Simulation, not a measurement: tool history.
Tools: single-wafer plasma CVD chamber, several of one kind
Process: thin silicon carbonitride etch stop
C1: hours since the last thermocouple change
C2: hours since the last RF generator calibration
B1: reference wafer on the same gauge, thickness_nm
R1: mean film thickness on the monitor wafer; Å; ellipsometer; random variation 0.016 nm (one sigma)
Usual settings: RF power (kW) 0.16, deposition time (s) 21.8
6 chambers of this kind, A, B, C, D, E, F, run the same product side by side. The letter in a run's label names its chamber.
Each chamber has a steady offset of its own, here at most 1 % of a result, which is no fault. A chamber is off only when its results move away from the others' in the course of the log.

Run 1B, day 0.596: usual settings; C1 646.9; C2 839.2; B1 13.808. Result: R1 115.64 Å.
Run 2A, day 0.925: usual settings; C1 1423.4; C2 1246.4; B1 13.802. Result: R1 115.53 Å.
Run 3F, day 1.288: usual settings; C1 859; C2 139.6; B1 13.801. Result: R1 116.53 Å.
Run 4C, day 1.896: usual settings; C1 1150; C2 898.3; B1 13.808. Result: R1 115.19 Å.
At day 2.054: chamber C: thermocouple changed; heater temperature recalibrated.
Run 5D, day 2.188: usual settings; C1 1607.7; C2 447.5; B1 13.811. Result: R1 115.42 Å.
Run 6E, day 2.629: usual settings; C1 90; C2 374.8; B1 13.813. Result: R1 115.89 Å.
Run 7B, day 3.154: usual settings; C1 708.3; C2 900.6; B1 13.816. Result: R1 115.5 Å.
Run 8C, day 3.654: usual settings; C1 38.5; C2 940.5; B1 13.82. Result: R1 115.3 Å.
Run 9E, day 4.129: usual settings; C1 126; C2 410.8; B1 13.825. Result: R1 116.24 Å.
Run 10F, day 4.5: usual settings; C1 936.1; C2 216.7; B1 13.82. Result: R1 116.34 Å.
Run 11D, day 4.904: usual settings; C1 1672.9; C2 512.7; B1 13.824. Result: R1 115.58 Å.
Run 12A, day 5.35: usual settings; C1 1529.6; C2 1352.6; B1 13.829. Result: R1 115.62 Å.
Run 13F, day 5.733: usual settings; C1 965.7; C2 246.3; B1 13.825. Result: R1 116.48 Å.
Run 14D, day 6.183: usual settings; C1 1703.6; C2 543.4; B1 13.822. Result: R1 115.56 Å.
Run 15C, day 6.588: usual settings; C1 108.9; C2 1010.9; B1 13.829. Result: R1 115.43 Å.
Run 16A, day 7.238: usual settings; C1 1574.9; C2 1397.9; B1 13.833. Result: R1 115.7 Å.
Run 17B, day 7.775: usual settings; C1 819.2; C2 1011.5; B1 13.837. Result: R1 115.88 Å.
Run 18E, day 8.142: usual settings; C1 222.3; C2 507.1; B1 13.837. Result: R1 115.93 Å.
Run 19D, day 8.604: usual settings; C1 1761.7; C2 601.5; B1 13.846. Result: R1 115.6 Å.
Run 20E, day 9.038: usual settings; C1 243.8; C2 528.6; B1 13.84. Result: R1 116.11 Å.
Run 21A, day 9.412: usual settings; C1 1627.1; C2 1450.1; B1 13.843. Result: R1 116.39 Å.
Run 22C, day 10.017: usual settings; C1 191.2; C2 1093.2; B1 13.843. Result: R1 115.61 Å.
Run 23B, day 10.388: usual settings but RF power (kW) 0.135, deposition time (s) 24; C1 881.9; C2 1074.2; B1 13.849. Result: R1 121.15 Å.
Run 24F, day 10.729: usual settings but RF power (kW) 0.135, deposition time (s) 24; C1 1085.6; C2 366.2; B1 13.847. Result: R1 122.07 Å.
Run 25F, day 11.192: usual settings but RF power (kW) 0.135, deposition time (s) 24; C1 1096.7; C2 377.3; B1 13.849. Result: R1 121.92 Å.
Run 26B, day 11.512: usual settings but RF power (kW) 0.135, deposition time (s) 24; C1 908.9; C2 1101.2; B1 13.852. Result: R1 121.16 Å.
Run 27A, day 11.888: usual settings but RF power (kW) 0.135, deposition time (s) 24; C1 1686.5; C2 1509.5; B1 13.851. Result: R1 121.47 Å.
Run 28C, day 12.408: usual settings but RF power (kW) 0.135, deposition time (s) 24; C1 248.6; C2 1150.6; B1 13.859. Result: R1 120.94 Å.
Run 29E, day 12.879: usual settings but RF power (kW) 0.15, deposition time (s) 25.2; C1 336; C2 620.8; B1 13.855. Result: R1 131.95 Å.
Run 30D, day 13.525: usual settings but RF power (kW) 0.15, deposition time (s) 25.2; C1 1879.8; C2 719.6; B1 13.855. Result: R1 131.33 Å.
At day 14.062: chamber B: thermocouple changed; heater temperature recalibrated.
Run 31C, day 14.075: usual settings but RF power (kW) 0.15, deposition time (s) 25.2; C1 288.6; C2 1190.6; B1 13.867. Result: R1 131.11 Å.
Run 32A, day 14.696: usual settings but RF power (kW) 0.15, deposition time (s) 25.2; C1 1753.9; C2 1576.9; B1 13.866. Result: R1 131.93 Å.
Run 33D, day 15.346: usual settings but RF power (kW) 0.15, deposition time (s) 25.2; C1 1923.5; C2 763.3; B1 13.871. Result: R1 131.35 Å.
Run 34E, day 15.708: usual settings but RF power (kW) 0.15, deposition time (s) 25.2; C1 403.9; C2 688.7; B1 13.867. Result: R1 132.16 Å.
Run 35F, day 16.067: usual settings; C1 1213.7; C2 494.3; B1 13.868. Result: R1 116.63 Å.
Run 36B, day 16.6: usual settings; C1 61; C2 1223.3; B1 13.873. Result: R1 116.03 Å.
Run 37F, day 16.9: usual settings; C1 1233.7; C2 514.3; B1 13.874. Result: R1 117 Å.
Run 38A, day 17.346: usual settings; C1 1817.5; C2 1640.5; B1 13.876. Result: R1 116.49 Å.
Run 39C, day 17.858: usual settings; C1 379.4; C2 1281.4; B1 13.882. Result: R1 115.83 Å.

What goes on in this fleet: one chamber off, a drifting gauge, or nothing beyond the chambers' own small offsets? Name the chamber and the cause, if any.

The gauge drifts, so all chambers seem to drift together. No chamber is off.
Cause: gauge reads high (%) = 0.581.
